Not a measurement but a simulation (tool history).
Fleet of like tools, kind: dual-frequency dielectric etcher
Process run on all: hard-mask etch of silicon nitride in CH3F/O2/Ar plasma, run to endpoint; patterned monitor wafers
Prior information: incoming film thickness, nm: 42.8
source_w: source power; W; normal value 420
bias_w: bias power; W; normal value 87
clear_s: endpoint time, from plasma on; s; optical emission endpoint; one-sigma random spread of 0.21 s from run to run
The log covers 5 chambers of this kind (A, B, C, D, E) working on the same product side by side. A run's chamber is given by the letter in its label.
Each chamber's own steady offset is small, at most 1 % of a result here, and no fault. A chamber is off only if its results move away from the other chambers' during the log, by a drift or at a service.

Run 1B, hour 4.2: usual settings. Result: clear_s 56.696 s.
Run 2D, hour 9.3: usual settings. Result: clear_s 57.261 s.
Run 3C, hour 12.9: usual settings. Result: clear_s 56.785 s.
Run 4A, hour 15.7: usual settings. Result: clear_s 56.536 s.
Run 5E, hour 21.9: usual settings but source_w 520 W. Result: clear_s 53.189 s.
Run 6D, hour 26.4: usual settings but source_w 520 W. Result: clear_s 52.481 s.
Run 7E, hour 31.8: usual settings but source_w 520 W. Result: clear_s 52.906 s.
Run 8B, hour 34.9: usual settings but source_w 520 W. Result: clear_s 52.799 s.
Run 9A, hour 38.3: usual settings but source_w 520 W. Result: clear_s 52.123 s.
Run 10C, hour 44.5: usual settings. Result: clear_s 56.696 s.
Run 11C, hour 48.4: usual settings. Result: clear_s 56.879 s.
At hour 50.0: chamber A: source power generator calibrated.
Run 12A, hour 51.9: usual settings. Result: clear_s 56.496 s.
Run 13E, hour 57.2: usual settings. Result: clear_s 57.160 s.
Run 14B, hour 63.2: usual settings. Result: clear_s 57.192 s.
Run 15D, hour 66.1: usual settings. Result: clear_s 57.173 s.
Run 16A, hour 72.1: usual settings. Result: clear_s 56.570 s.
Run 17B, hour 77.1: usual settings. Result: clear_s 56.998 s.
Run 18D, hour 82.2: usual settings but source_w 330 W, bias_w 98 W. Result: clear_s 60.216 s.
Run 19E, hour 87.6: usual settings but source_w 330 W, bias_w 98 W. Result: clear_s 59.516 s.
Run 20C, hour 91.7: usual settings but source_w 330 W, bias_w 98 W. Result: clear_s 59.213 s.
Run 21A, hour 97.2: usual settings but source_w 330 W, bias_w 98 W. Result: clear_s 59.522 s.
Run 22D, hour 102.3: usual settings but source_w 330 W, bias_w 98 W. Result: clear_s 59.633 s.
Run 23C, hour 106.7: usual settings. Result: clear_s 56.776 s.
Run 24B, hour 109.8: usual settings. Result: clear_s 57.160 s.
Run 25E, hour 113.9: usual settings. Result: clear_s 56.519 s.
At hour 114.8: chamber A: wet clean of the chamber.
Run 26C, hour 120.2: usual settings. Result: clear_s 56.796 s.
Run 27B, hour 126.3: usual settings. Result: clear_s 56.857 s.
Run 28D, hour 132.0: usual settings. Result: clear_s 56.913 s.
Run 29E, hour 138.5: usual settings. Result: clear_s 56.005 s.
At hour 141.2: chamber B: wet clean of the chamber.
Run 30A, hour 142.8: usual settings. Result: clear_s 56.793 s.
Run 31E, hour 149.3: usual settings. Result: clear_s 56.192 s.
Run 32D, hour 153.9: usual settings. Result: clear_s 57.002 s.
Run 33C, hour 158.1: usual settings but bias_w 68 W. Result: clear_s 61.963 s.
Run 34B, hour 162.3: usual settings but bias_w 68 W. Result: clear_s 62.006 s.
Run 35A, hour 167.8: usual settings but bias_w 68 W. Result: clear_s 61.916 s.
Run 36C, hour 173.7: usual settings but bias_w 68 W. Result: clear_s 62.254 s.
Run 37E, hour 177.7: usual settings but bias_w 68 W. Result: clear_s 60.621 s.
Run 38B, hour 183.1: usual settings. Result: clear_s 56.497 s.

Decide between three cases: one chamber stands off from its peers, the gauge reading all wafers drifts, or nothing is wrong past each chamber's small offset. Where a chamber is off, say which and what most likely put it there.

One chamber, E, drifts off from the rest bit by bit.
Likeliest cause: etch rate over this chamber's usual, % = 3.2.

Below are 4 candidate recipes for chamber E's next run, each the usual settings with a change, their results shown as question marks. Which of them brings E's results back in line with what the other chambers give on the usual settings?
Allowed miss from the other chambers' usual-settings mean, per result, to count as in line: clear_s 0.720 s
Run 39E-1, hour 187.8: usual settings but bias_w 93 W. Result: clear_s ?.
Run 39E-2, hour 187.8: usual settings but source_w 390 W. Result: clear_s ?.
Run 39E-3, hour 187.8: usual settings but source_w 390 W, bias_w 81 W. Result: clear_s ?.
Run 39E-4, hour 187.8: usual settings but source_w 450 W, bias_w 93 W. Result: clear_s ?.

The other chambers' mean on the usual settings: clear_s 56.885 s
  run  clear_s
39E-1   54.270
39E-2   57.104
39E-3   58.549
39E-4   52.906
39E-2 brings the chamber back in line.

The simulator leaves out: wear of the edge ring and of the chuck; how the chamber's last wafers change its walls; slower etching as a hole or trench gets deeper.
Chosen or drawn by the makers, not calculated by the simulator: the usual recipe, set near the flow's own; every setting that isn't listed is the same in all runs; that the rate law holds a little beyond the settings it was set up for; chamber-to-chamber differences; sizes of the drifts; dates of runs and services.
